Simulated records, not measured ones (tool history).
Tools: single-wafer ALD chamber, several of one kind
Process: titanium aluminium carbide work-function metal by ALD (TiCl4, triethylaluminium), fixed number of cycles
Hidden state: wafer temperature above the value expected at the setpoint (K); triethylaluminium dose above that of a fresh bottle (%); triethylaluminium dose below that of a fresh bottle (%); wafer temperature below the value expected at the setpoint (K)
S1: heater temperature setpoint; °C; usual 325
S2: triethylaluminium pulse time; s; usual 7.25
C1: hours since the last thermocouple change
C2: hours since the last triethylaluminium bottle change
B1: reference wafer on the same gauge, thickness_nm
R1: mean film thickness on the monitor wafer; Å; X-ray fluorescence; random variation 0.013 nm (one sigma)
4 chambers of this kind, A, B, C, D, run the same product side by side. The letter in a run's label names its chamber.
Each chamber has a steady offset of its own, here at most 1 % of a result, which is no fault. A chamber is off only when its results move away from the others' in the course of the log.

{"run": "1D", "hour": 8.9, "S1": 325, "S2": 7.25, "C1": 1413.8, "C2": 121.7, "B1": 1.6907, "R1": 20.998}
{"run": "2A", "hour": 15.4, "S1": 325, "S2": 7.25, "C1": 569.6, "C2": 1053.3, "B1": 1.6884, "R1": 21.032}
{"run": "3B", "hour": 28.4, "S1": 325, "S2": 7.25, "C1": 347.8, "C2": 263.0, "B1": 1.6881, "R1": 21.067}
{"run": "4C", "hour": 40.5, "S1": 325, "S2": 7.25, "C1": 1214.3, "C2": 578.6, "B1": 1.6903, "R1": 21.025}
{"run": "5B", "hour": 52.3, "S1": 325, "S2": 7.25, "C1": 371.7, "C2": 286.9, "B1": 1.6886, "R1": 21.038}
{"run": "6A", "hour": 65.8, "S1": 325, "S2": 7.25, "C1": 620.0, "C2": 1103.7, "B1": 1.6912, "R1": 21.19}
{"run": "7D", "hour": 74.6, "S1": 325, "S2": 7.25, "C1": 1479.5, "C2": 187.4, "B1": 1.6893, "R1": 21.121}
{"run": "8C", "hour": 83.1, "S1": 325, "S2": 7.25, "C1": 1256.9, "C2": 621.2, "B1": 1.6886, "R1": 21.017}
{"run": "9B", "hour": 93.4, "S1": 331, "S2": 8.18, "C1": 412.8, "C2": 328.0, "B1": 1.6912, "R1": 22.378}
{"hour": 97.4, "done": "chamber A: triethylaluminium bottle replaced"}
{"run": "10A", "hour": 103.2, "S1": 331, "S2": 8.18, "C1": 657.4, "C2": 5.9, "B1": 1.6882, "R1": 22.065}
{"run": "11D", "hour": 112.5, "S1": 331, "S2": 8.18, "C1": 1517.4, "C2": 225.3, "B1": 1.6896, "R1": 21.711}
{"run": "12C", "hour": 118.4, "S1": 331, "S2": 8.18, "C1": 1292.2, "C2": 656.5, "B1": 1.6913, "R1": 21.948}
{"run": "13C", "hour": 129.7, "S1": 325, "S2": 9.74, "C1": 1303.5, "C2": 667.8, "B1": 1.6902, "R1": 22.168}
{"run": "14D", "hour": 137.0, "S1": 325, "S2": 9.74, "C1": 1541.9, "C2": 249.8, "B1": 1.6886, "R1": 21.972}
{"run": "15A", "hour": 147.4, "S1": 325, "S2": 9.74, "C1": 701.6, "C2": 50.1, "B1": 1.6905, "R1": 22.027}
{"run": "16B", "hour": 159.9, "S1": 325, "S2": 9.74, "C1": 479.3, "C2": 394.5, "B1": 1.6898, "R1": 22.132}
{"run": "17C", "hour": 170.5, "S1": 325, "S2": 7.25, "C1": 1344.3, "C2": 708.6, "B1": 1.689, "R1": 21.057}
{"run": "18B", "hour": 177.6, "S1": 325, "S2": 7.25, "C1": 497.0, "C2": 412.2, "B1": 1.6903, "R1": 21.445}
{"run": "19D", "hour": 183.9, "S1": 325, "S2": 7.25, "C1": 1588.8, "C2": 296.7, "B1": 1.6926, "R1": 20.336}
{"run": "20A", "hour": 191.7, "S1": 325, "S2": 7.25, "C1": 745.9, "C2": 94.4, "B1": 1.691, "R1": 20.93}
{"run": "21A", "hour": 202.8, "S1": 325, "S2": 7.25, "C1": 757.0, "C2": 105.5, "B1": 1.6904, "R1": 21.021}
{"run": "22C", "hour": 212.2, "S1": 325, "S2": 7.25, "C1": 1386.0, "C2": 750.3, "B1": 1.69, "R1": 21.182}
{"run": "23D", "hour": 222.9, "S1": 317, "S2": 8.77, "C1": 1627.8, "C2": 335.7, "B1": 1.6903, "R1": 20.453}
{"run": "24B", "hour": 230.6, "S1": 317, "S2": 8.77, "C1": 550.0, "C2": 465.2, "B1": 1.6904, "R1": 21.188}
{"run": "25A", "hour": 243.0, "S1": 317, "S2": 8.77, "C1": 797.2, "C2": 145.7, "B1": 1.69, "R1": 21.428}
{"run": "26B", "hour": 250.1, "S1": 317, "S2": 8.77, "C1": 569.5, "C2": 484.7, "B1": 1.6894, "R1": 21.376}
{"run": "27D", "hour": 257.3, "S1": 325, "S2": 7.25, "C1": 1662.2, "C2": 370.1, "B1": 1.6871, "R1": 19.726}
{"run": "28C", "hour": 270.8, "S1": 325, "S2": 7.25, "C1": 1444.6, "C2": 808.9, "B1": 1.6902, "R1": 20.942}
{"run": "29D", "hour": 283.2, "S1": 325, "S2": 7.25, "C1": 1688.1, "C2": 396.0, "B1": 1.6896, "R1": 19.498}
{"run": "30C", "hour": 293.6, "S1": 325, "S2": 7.25, "C1": 1467.4, "C2": 831.7, "B1": 1.6919, "R1": 20.938}

Is one chamber off against the others, does the gauge drift, or is nothing wrong? If a chamber is off, say which, and what the likeliest cause is.

Chamber D drifts away from the others.
Cause: triethylaluminium dose below that of a fresh bottle (%) = 25.5.

Here are 4 candidates for chamber D's next run, each the usual settings with a change, their results left as question marks. Which one brings its results back in line with what the others give on the usual settings?
In line means no further than this from the other chambers' mean on the usual settings: R1 0.440 Å
{"run": "31D-1", "hour": 303.3, "S1": 322, "S2": 5.86, "R1": "?"}
{"run": "31D-2", "hour": 303.3, "S1": 325, "S2": 7.93, "R1": "?"}
{"run": "31D-3", "hour": 303.3, "S1": 325, "S2": 9.86, "R1": "?"}
{"run": "31D-4", "hour": 303.3, "S1": 324, "S2": 6.68, "R1": "?"}

The other chambers' mean on the usual settings: R1 21.056 Å
run=31D-1 R1=17.597
run=31D-2 R1=19.827
run=31D-3 R1=20.960
run=31D-4 R1=18.662
31D-3 brings the chamber back in line.

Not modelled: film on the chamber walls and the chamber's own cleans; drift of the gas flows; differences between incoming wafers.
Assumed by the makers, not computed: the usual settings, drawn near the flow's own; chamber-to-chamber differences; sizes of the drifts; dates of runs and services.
